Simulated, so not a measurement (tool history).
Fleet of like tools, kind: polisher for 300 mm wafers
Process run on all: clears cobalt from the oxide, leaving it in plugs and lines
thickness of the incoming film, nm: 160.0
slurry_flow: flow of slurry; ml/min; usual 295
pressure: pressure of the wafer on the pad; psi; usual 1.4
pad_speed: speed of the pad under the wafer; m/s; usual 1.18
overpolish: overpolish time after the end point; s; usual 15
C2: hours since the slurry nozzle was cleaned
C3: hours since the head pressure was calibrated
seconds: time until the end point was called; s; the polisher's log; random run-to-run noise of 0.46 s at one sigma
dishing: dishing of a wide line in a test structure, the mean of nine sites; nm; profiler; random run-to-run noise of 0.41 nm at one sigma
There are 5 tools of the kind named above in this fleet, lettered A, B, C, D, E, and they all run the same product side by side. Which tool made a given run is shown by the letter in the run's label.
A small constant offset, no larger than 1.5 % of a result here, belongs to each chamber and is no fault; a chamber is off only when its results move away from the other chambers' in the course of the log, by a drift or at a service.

-- hour=1.4 chamber D: head pressure recalibrated
-- hour=3.2 chamber A: slurry nozzle cleaned
-- hour=4.5 chamber D: worn pad replaced by a new one
run 1E hour=5.7 | slurry_flow=295 pressure=1.4 pad_speed=1.18 overpolish=15 | wafers_polished_on_this_pad=137 C2=363.5 C3=176.7 | seconds=40.258 dishing=35.773
run 2C hour=10.9 | slurry_flow=295 pressure=1.4 pad_speed=1.18 overpolish=15 | wafers_polished_on_this_pad=421 C2=599.1 C3=127.9 | seconds=39.984 dishing=36.030
run 3B hour=16.6 | slurry_flow=295 pressure=1.4 pad_speed=1.18 overpolish=15 | wafers_polished_on_this_pad=562 C2=245.3 C3=63.2 | seconds=39.536 dishing=36.248
run 4A hour=20.7 | slurry_flow=295 pressure=1.4 pad_speed=1.18 overpolish=15 | wafers_polished_on_this_pad=1045 C2=17.6 C3=564.8 | seconds=39.541 dishing=35.745
run 5D hour=25.5 | slurry_flow=295 pressure=1.4 pad_speed=1.02 overpolish=15 | wafers_polished_on_this_pad=261 C2=159.8 C3=24.1 | seconds=45.789 dishing=32.588
run 6B hour=29.9 | slurry_flow=295 pressure=1.4 pad_speed=1.02 overpolish=15 | wafers_polished_on_this_pad=727 C2=258.6 C3=76.5 | seconds=46.875 dishing=33.794
-- hour=30.4 chamber A: worn pad replaced by a new one
run 7E hour=33.7 | slurry_flow=295 pressure=1.4 pad_speed=1.02 overpolish=15 | wafers_polished_on_this_pad=484 C2=391.5 C3=204.7 | seconds=46.759 dishing=32.873
run 8C hour=40.3 | slurry_flow=295 pressure=1.4 pad_speed=1.02 overpolish=15 | wafers_polished_on_this_pad=786 C2=628.5 C3=157.3 | seconds=47.704 dishing=32.537
run 9A hour=46.6 | slurry_flow=295 pressure=1.4 pad_speed=1.02 overpolish=15 | wafers_polished_on_this_pad=201 C2=43.5 C3=590.7 | seconds=45.215 dishing=33.080
run 10D hour=53.1 | slurry_flow=295 pressure=1.4 pad_speed=1.18 overpolish=15 | wafers_polished_on_this_pad=603 C2=187.4 C3=51.7 | seconds=39.529 dishing=35.395
-- hour=53.2 chamber D: worn pad replaced by a new one
-- hour=54.2 chamber E: worn pad replaced by a new one
-- hour=57.6 chamber B: worn pad replaced by a new one
run 11A hour=59.4 | slurry_flow=295 pressure=1.4 pad_speed=1.18 overpolish=15 | wafers_polished_on_this_pad=359 C2=56.3 C3=603.5 | seconds=39.223 dishing=35.963
run 12C hour=64.7 | slurry_flow=295 pressure=1.4 pad_speed=1.18 overpolish=15 | wafers_polished_on_this_pad=1089 C2=652.9 C3=181.7 | seconds=41.055 dishing=35.279
run 13E hour=68.8 | slurry_flow=295 pressure=1.4 pad_speed=1.18 overpolish=15 | wafers_polished_on_this_pad=181 C2=426.6 C3=239.8 | seconds=40.613 dishing=35.537
run 14D hour=74.4 | slurry_flow=295 pressure=1.4 pad_speed=1.18 overpolish=15 | wafers_polished_on_this_pad=264 C2=208.7 C3=73.0 | seconds=39.738 dishing=35.580
run 15B hour=79.0 | slurry_flow=295 pressure=1.4 pad_speed=1.18 overpolish=15 | wafers_polished_on_this_pad=266 C2=307.7 C3=125.6 | seconds=40.414 dishing=34.968
run 16D hour=84.9 | slurry_flow=295 pressure=1.4 pad_speed=1.18 overpolish=15 | wafers_polished_on_this_pad=394 C2=219.2 C3=83.5 | seconds=39.715 dishing=36.056
run 17E hour=89.5 | slurry_flow=295 pressure=1.1 pad_speed=1.18 overpolish=15 | wafers_polished_on_this_pad=438 C2=447.3 C3=260.5 | seconds=50.412 dishing=31.204
run 18C hour=94.9 | slurry_flow=295 pressure=1.1 pad_speed=1.18 overpolish=15 | wafers_polished_on_this_pad=1463 C2=683.1 C3=211.9 | seconds=53.700 dishing=31.035
-- hour=98.9 chamber C: slurry nozzle cleaned
run 19A hour=100.3 | slurry_flow=295 pressure=1.1 pad_speed=1.18 overpolish=15 | wafers_polished_on_this_pad=867 C2=97.2 C3=644.4 | seconds=50.171 dishing=31.369
-- hour=104.2 chamber D: worn pad replaced by a new one
run 20B hour=105.6 | slurry_flow=295 pressure=1.1 pad_speed=1.18 overpolish=15 | wafers_polished_on_this_pad=596 C2=334.3 C3=152.2 | seconds=50.394 dishing=31.039
run 21D hour=109.6 | slurry_flow=295 pressure=1.1 pad_speed=1.18 overpolish=15 | wafers_polished_on_this_pad=68 C2=243.9 C3=108.2 | seconds=50.282 dishing=30.876
-- hour=110.6 chamber A: worn pad replaced by a new one
-- hour=113.9 chamber E: worn pad replaced by a new one
run 22B hour=115.3 | slurry_flow=295 pressure=1.4 pad_speed=1.18 overpolish=15 | wafers_polished_on_this_pad=716 C2=344.0 C3=161.9 | seconds=39.833 dishing=36.003
run 23E hour=119.3 | slurry_flow=295 pressure=1.4 pad_speed=1.18 overpolish=15 | wafers_polished_on_this_pad=67 C2=477.1 C3=290.3 | seconds=39.524 dishing=36.518
run 24C hour=126.1 | slurry_flow=295 pressure=1.4 pad_speed=1.18 overpolish=15 | wafers_polished_on_this_pad=1850 C2=27.3 C3=243.1 | seconds=41.879 dishing=34.537
run 25A hour=131.1 | slurry_flow=295 pressure=1.4 pad_speed=1.18 overpolish=15 | wafers_polished_on_this_pad=254 C2=128.0 C3=675.2 | seconds=38.713 dishing=36.385
run 26A hour=134.8 | slurry_flow=295 pressure=1.4 pad_speed=1.18 overpolish=15 | wafers_polished_on_this_pad=300 C2=131.7 C3=678.9 | seconds=40.039 dishing=36.514
run 27B hour=138.5 | slurry_flow=295 pressure=1.4 pad_speed=1.18 overpolish=15 | wafers_polished_on_this_pad=1004 C2=367.2 C3=185.1 | seconds=40.488 dishing=35.700
run 28C hour=145.3 | slurry_flow=295 pressure=1.4 pad_speed=1.18 overpolish=15 | wafers_polished_on_this_pad=2088 C2=46.5 C3=262.3 | seconds=42.139 dishing=34.823
-- hour=145.4 chamber B: worn pad replaced by a new one
run 29D hour=148.9 | slurry_flow=295 pressure=1.4 pad_speed=1.18 overpolish=15 | wafers_polished_on_this_pad=555 C2=283.2 C3=147.5 | seconds=39.822 dishing=35.836
-- hour=149.6 chamber D: worn pad replaced by a new one
run 30E hour=154.8 | slurry_flow=295 pressure=1.4 pad_speed=1.18 overpolish=15 | wafers_polished_on_this_pad=507 C2=512.6 C3=325.8 | seconds=40.121 dishing=36.433
run 31B hour=160.0 | slurry_flow=295 pressure=1.4 pad_speed=1.18 overpolish=15 | wafers_polished_on_this_pad=182 C2=388.7 C3=206.6 | seconds=39.996 dishing=35.657
run 32C hour=165.7 | slurry_flow=295 pressure=1.4 pad_speed=1.18 overpolish=15 | wafers_polished_on_this_pad=2342 C2=66.9 C3=282.7 | seconds=43.155 dishing=34.234
-- hour=167.0 chamber A: head pressure recalibrated
run 33E hour=170.6 | slurry_flow=295 pressure=1.4 pad_speed=1.18 overpolish=15 | wafers_polished_on_this_pad=703 C2=528.4 C3=341.6 | seconds=39.993 dishing=35.837
-- hour=171.4 chamber E: worn pad replaced by a new one
run 34D hour=174.5 | slurry_flow=295 pressure=1.4 pad_speed=1.18 overpolish=9 | wafers_polished_on_this_pad=309 C2=308.8 C3=173.1 | seconds=40.359 dishing=25.833
run 35A hour=179.4 | slurry_flow=295 pressure=1.4 pad_speed=1.18 overpolish=9 | wafers_polished_on_this_pad=854 C2=176.3 C3=12.5 | seconds=39.246 dishing=25.848
run 36D hour=183.2 | slurry_flow=295 pressure=1.4 pad_speed=1.18 overpolish=9 | wafers_polished_on_this_pad=417 C2=317.5 C3=181.8 | seconds=40.476 dishing=26.002
run 37C hour=187.8 | slurry_flow=295 pressure=1.4 pad_speed=1.18 overpolish=9 | wafers_polished_on_this_pad=2616 C2=89.0 C3=304.8 | seconds=43.454 dishing=24.459
run 38E hour=193.6 | slurry_flow=295 pressure=1.4 pad_speed=1.18 overpolish=9 | wafers_polished_on_this_pad=276 C2=551.4 C3=364.6 | seconds=39.696 dishing=26.102
run 39B hour=199.6 | slurry_flow=295 pressure=1.4 pad_speed=1.18 overpolish=15 | wafers_polished_on_this_pad=673 C2=428.3 C3=246.2 | seconds=40.054 dishing=36.219
-- hour=202.1 chamber D: worn pad replaced by a new one
run 40A hour=203.7 | slurry_flow=295 pressure=1.4 pad_speed=1.18 overpolish=15 | wafers_polished_on_this_pad=1155 C2=200.6 C3=36.8 | seconds=40.308 dishing=35.776
-- hour=205.6 chamber B: slurry nozzle cleaned
run 41B hour=208.2 | slurry_flow=295 pressure=1.4 pad_speed=1.18 overpolish=15 | wafers_polished_on_this_pad=779 C2=2.6 C3=254.8 | seconds=39.763 dishing=36.411
run 42C hour=212.5 | slurry_flow=295 pressure=1.4 pad_speed=1.18 overpolish=15 | wafers_polished_on_this_pad=2922 C2=113.7 C3=329.5 | seconds=44.266 dishing=33.805
-- hour=213.2 chamber A: worn pad replaced by a new one
run 43D hour=215.6 | slurry_flow=295 pressure=1.4 pad_speed=1.18 overpolish=15 | wafers_polished_on_this_pad=167 C2=349.9 C3=214.2 | seconds=39.857 dishing=35.525
run 44A hour=221.2 | slurry_flow=295 pressure=1.4 pad_speed=1.18 overpolish=15 | wafers_polished_on_this_pad=99 C2=218.1 C3=54.3 | seconds=39.906 dishing=35.626

All 5 chambers run these settings next. Forecast each chamber's results:
run 45A hour=226.3 | slurry_flow=295 pressure=1.4 pad_speed=1.18 overpolish=15 | seconds=? dishing=?
run 45B hour=226.3 | slurry_flow=295 pressure=1.4 pad_speed=1.18 overpolish=15 | seconds=? dishing=?
run 45C hour=226.3 | slurry_flow=295 pressure=1.4 pad_speed=1.18 overpolish=15 | seconds=? dishing=?
run 45D hour=226.3 | slurry_flow=295 pressure=1.4 pad_speed=1.18 overpolish=15 | seconds=? dishing=?
run 45E hour=226.3 | slurry_flow=295 pressure=1.4 pad_speed=1.18 overpolish=15 | seconds=? dishing=?

run=45A seconds=39.031 dishing=35.068
run=45B seconds=39.793 dishing=35.060
run=45C seconds=43.222 dishing=33.342
run=45D seconds=39.362 dishing=35.985
run=45E seconds=39.444 dishing=35.674
